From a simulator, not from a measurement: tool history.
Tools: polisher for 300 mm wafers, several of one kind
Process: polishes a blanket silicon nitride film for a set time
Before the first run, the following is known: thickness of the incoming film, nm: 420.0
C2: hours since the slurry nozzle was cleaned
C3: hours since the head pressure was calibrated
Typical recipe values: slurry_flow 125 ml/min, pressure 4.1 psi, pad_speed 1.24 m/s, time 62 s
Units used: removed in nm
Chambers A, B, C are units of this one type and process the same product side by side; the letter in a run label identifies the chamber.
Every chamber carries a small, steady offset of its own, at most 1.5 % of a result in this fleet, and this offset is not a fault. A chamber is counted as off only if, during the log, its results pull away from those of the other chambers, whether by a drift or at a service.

Run 1C, hour 14.9: usual settings; wafers polished on this pad 726; C2 24.9; C3 419.4. Result: removed 168.29 nm.
Run 2B, hour 25.9: usual settings; wafers polished on this pad 459; C2 306.2; C3 111.1. Result: removed 168.75 nm.
At hour 31.9: chamber B: worn pad replaced by a new one.
Run 3A, hour 39.3: usual settings; wafers polished on this pad 452; C2 289.7; C3 714.7. Result: removed 169.73 nm.
At hour 50.1: chamber C: worn pad replaced by a new one.
Run 4A, hour 50.8: usual settings; wafers polished on this pad 575; C2 301.2; C3 726.2. Result: removed 171.92 nm.
Run 5B, hour 61.2: usual settings; wafers polished on this pad 315; C2 341.5; C3 146.4. Result: removed 169.44 nm.
Run 6C, hour 70.6: usual settings but time 69 s; wafers polished on this pad 220; C2 80.6; C3 475.1. Result: removed 192.76 nm.
At hour 80.5: chamber B: worn pad replaced by a new one.
Run 7C, hour 83.4: usual settings but time 69 s; wafers polished on this pad 357; C2 93.4; C3 487.9. Result: removed 189.53 nm.
Run 8A, hour 93.3: usual settings but time 69 s; wafers polished on this pad 1031; C2 343.7; C3 768.7. Result: removed 190.75 nm.
Run 9B, hour 105.7: usual settings; wafers polished on this pad 270; C2 386.0; C3 190.9. Result: removed 169.52 nm.
At hour 119.5: chamber A: worn pad replaced by a new one.
Run 10C, hour 120.7: usual settings; wafers polished on this pad 758; C2 130.7; C3 525.2. Result: removed 172.01 nm.
Run 11B, hour 134.3: usual settings; wafers polished on this pad 577; C2 414.6; C3 219.5. Result: removed 171.18 nm.
At hour 134.6: chamber B: worn pad replaced by a new one.
At hour 141.5: chamber C: worn pad replaced by a new one.
Run 12A, hour 146.1: usual settings but pad_speed 1.42 m/s, time 53 s; wafers polished on this pad 286; C2 396.5; C3 821.5. Result: removed 165.19 nm.
Run 13B, hour 155.7: usual settings but pad_speed 1.42 m/s, time 53 s; wafers polished on this pad 226; C2 436.0; C3 240.9. Result: removed 161.58 nm.
Run 14C, hour 165.9: usual settings but pad_speed 1.42 m/s, time 53 s; wafers polished on this pad 262; C2 175.9; C3 570.4. Result: removed 161.44 nm.
Run 15A, hour 174.5: usual settings; wafers polished on this pad 590; C2 424.9; C3 849.9. Result: removed 174.42 nm.
At hour 179.5: chamber B: worn pad replaced by a new one.
Run 16C, hour 188.8: usual settings; wafers polished on this pad 507; C2 198.8; C3 593.3. Result: removed 172.25 nm.
Run 17B, hour 203.8: usual settings; wafers polished on this pad 261; C2 484.1; C3 289.0. Result: removed 169.27 nm.
Run 18A, hour 214.4: usual settings but time 74 s; wafers polished on this pad 1019; C2 464.8; C3 889.8. Result: removed 213.01 nm.
At hour 219.3: chamber B: slurry nozzle cleaned.
Run 19A, hour 222.9: usual settings but time 74 s; wafers polished on this pad 1110; C2 473.3; C3 898.3. Result: removed 213.23 nm.
At hour 225.2: chamber B: worn pad replaced by a new one.
At hour 230.4: chamber C: worn pad replaced by a new one.
Run 20B, hour 234.8: usual settings but time 74 s; wafers polished on this pad 104; C2 15.5; C3 320.0. Result: removed 206.72 nm.
Run 21C, hour 249.6: usual settings; wafers polished on this pad 206; C2 259.6; C3 654.1. Result: removed 170.36 nm.
Run 22C, hour 258.0: usual settings; wafers polished on this pad 296; C2 268.0; C3 662.5. Result: removed 168.69 nm.

Decide between three cases: one chamber stands off from its peers, the gauge reading all wafers drifts, or nothing is wrong past each chamber's small offset. Where a chamber is off, say which and what most likely put it there.

It is chamber A that slowly wanders off from its peers.
Likeliest cause: head's pressure above its setpoint, % = 6.53.

Below are 4 candidate recipes for chamber A's next run, each the usual settings with a change, their results shown as question marks. Which of them brings A's results back in line with what the other chambers give on the usual settings?
A result is in line if it is within this distance of the other chambers' mean on the usual settings: removed 6.90 nm
Run 23A-1, hour 269.0: usual settings but pressure 4.2 psi, time 64 s. Result: removed ?.
Run 23A-2, hour 269.0: usual settings but pressure 4.7 psi. Result: removed ?.
Run 23A-3, hour 269.0: usual settings but pressure 3.9 psi, pad_speed 1.18 m/s, time 59 s. Result: removed ?.
Run 23A-4, hour 269.0: usual settings but pressure 4.0 psi, pad_speed 1.22 m/s, time 60 s. Result: removed ?.

What the other chambers average on the usual settings: removed 170.58 nm
  run  removed
23A-1   192.18
23A-2   208.20
23A-3   158.28
23A-4   169.46
Change 23A-4 lands the chamber within the allowed miss of the other chambers.

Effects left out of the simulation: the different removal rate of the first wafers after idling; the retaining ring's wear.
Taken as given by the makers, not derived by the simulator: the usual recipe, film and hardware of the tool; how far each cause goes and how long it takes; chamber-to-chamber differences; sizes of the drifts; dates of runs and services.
